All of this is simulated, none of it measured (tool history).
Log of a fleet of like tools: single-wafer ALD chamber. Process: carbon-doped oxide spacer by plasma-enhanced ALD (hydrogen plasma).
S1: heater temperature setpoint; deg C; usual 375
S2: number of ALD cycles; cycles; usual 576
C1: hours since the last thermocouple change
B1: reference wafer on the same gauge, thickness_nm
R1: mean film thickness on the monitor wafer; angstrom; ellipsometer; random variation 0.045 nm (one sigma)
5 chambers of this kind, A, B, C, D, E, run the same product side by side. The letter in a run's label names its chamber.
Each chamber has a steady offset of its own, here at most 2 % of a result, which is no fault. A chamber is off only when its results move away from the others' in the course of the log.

run 1C hour=11.1 | S1=375 S2=576 | C1=605.7 | B1=24.1 | R1=293.53
run 2E hour=23.1 | S1=375 S2=576 | C1=992.3 | B1=24.093 | R1=290.46
run 3B hour=31.4 | S1=375 S2=576 | C1=505.8 | B1=24.093 | R1=284.16
run 4A hour=43.5 | S1=375 S2=576 | C1=338.2 | B1=24.077 | R1=287.91
run 5D hour=57.1 | S1=375 S2=576 | C1=828.7 | B1=24.077 | R1=289.48
run 6E hour=65.9 | S1=375 S2=576 | C1=1035.1 | B1=24.075 | R1=290.76
run 7A hour=74.4 | S1=375 S2=576 | C1=369.1 | B1=24.068 | R1=289.08
run 8C hour=85.9 | S1=375 S2=576 | C1=680.5 | B1=24.063 | R1=293.22
run 9B hour=92.6 | S1=380 S2=635 | C1=567 | B1=24.058 | R1=313.48
run 10D hour=104.8 | S1=380 S2=635 | C1=876.4 | B1=24.061 | R1=318.89
run 11A hour=111.5 | S1=380 S2=635 | C1=406.2 | B1=24.057 | R1=317.92
run 12D hour=120.5 | S1=380 S2=635 | C1=892.1 | B1=24.048 | R1=318.37
run 13B hour=132.3 | S1=380 S2=635 | C1=606.7 | B1=24.047 | R1=313.59
run 14C hour=139.4 | S1=375 S2=576 | C1=734 | B1=24.052 | R1=291.87
run 15E hour=150.7 | S1=375 S2=576 | C1=1119.9 | B1=24.049 | R1=290.02
run 16C hour=162.6 | S1=375 S2=576 | C1=757.2 | B1=24.039 | R1=291.59
run 17B hour=168.9 | S1=375 S2=576 | C1=643.3 | B1=24.034 | R1=284.23
run 18D hour=180 | S1=375 S2=576 | C1=951.6 | B1=24.03 | R1=289.25
run 19E hour=188.4 | S1=375 S2=576 | C1=1157.6 | B1=24.027 | R1=289.81
run 20A hour=198.2 | S1=362 S2=662 | C1=492.9 | B1=24.025 | R1=330.69
run 21A hour=204.5 | S1=362 S2=662 | C1=499.2 | B1=24.014 | R1=331.3
run 22D hour=216 | S1=362 S2=662 | C1=987.6 | B1=24.021 | R1=332.66
run 23B hour=226.3 | S1=362 S2=662 | C1=700.7 | B1=24.016 | R1=326.34
run 24E hour=239.8 | S1=362 S2=662 | C1=1209 | B1=24.002 | R1=333.43
run 25C hour=253.7 | S1=375 S2=576 | C1=848.3 | B1=24.004 | R1=291.43
run 26B hour=265 | S1=375 S2=576 | C1=739.4 | B1=23.989 | R1=283.21
run 27A hour=278.9 | S1=361 S2=539 | C1=573.6 | B1=23.996 | R1=268.9
run 28C hour=290.7 | S1=361 S2=539 | C1=885.3 | B1=24.003 | R1=272.67
run 29E hour=302.6 | S1=361 S2=539 | C1=1271.8 | B1=23.989 | R1=270.4
run 30D hour=310.5 | S1=361 S2=539 | C1=1082.1 | B1=23.988 | R1=269.91
run 31C hour=320.8 | S1=361 S2=539 | C1=915.4 | B1=23.985 | R1=273.04
run 32E hour=333 | S1=375 S2=576 | C1=1302.2 | B1=23.983 | R1=288.89
run 33D hour=343 | S1=375 S2=576 | C1=1114.6 | B1=23.979 | R1=289.3
run 34B hour=350.3 | S1=375 S2=576 | C1=824.7 | B1=23.97 | R1=283.76
run 35A hour=356.6 | S1=375 S2=576 | C1=651.3 | B1=23.964 | R1=287.78
run 36A hour=370.8 | S1=375 S2=576 | C1=665.5 | B1=23.955 | R1=286.97
run 37B hour=380.8 | S1=375 S2=576 | C1=855.2 | B1=23.957 | R1=282.94
run 38D hour=393.8 | S1=375 S2=576 | C1=1165.4 | B1=23.956 | R1=287.29
run 39C hour=403.3 | S1=375 S2=576 | C1=997.9 | B1=23.955 | R1=291.01

All 5 chambers run these settings next. Forecast each chamber's results:
run 40A hour=413.4 | S1=375 S2=576 | R1=?
run 40B hour=413.4 | S1=375 S2=576 | R1=?
run 40C hour=413.4 | S1=375 S2=576 | R1=?
run 40D hour=413.4 | S1=375 S2=576 | R1=?
run 40E hour=413.4 | S1=375 S2=576 | R1=?

run=40A R1=287.41
run=40B R1=283.63
run=40C R1=290.19
run=40D R1=288.39
run=40E R1=288.39
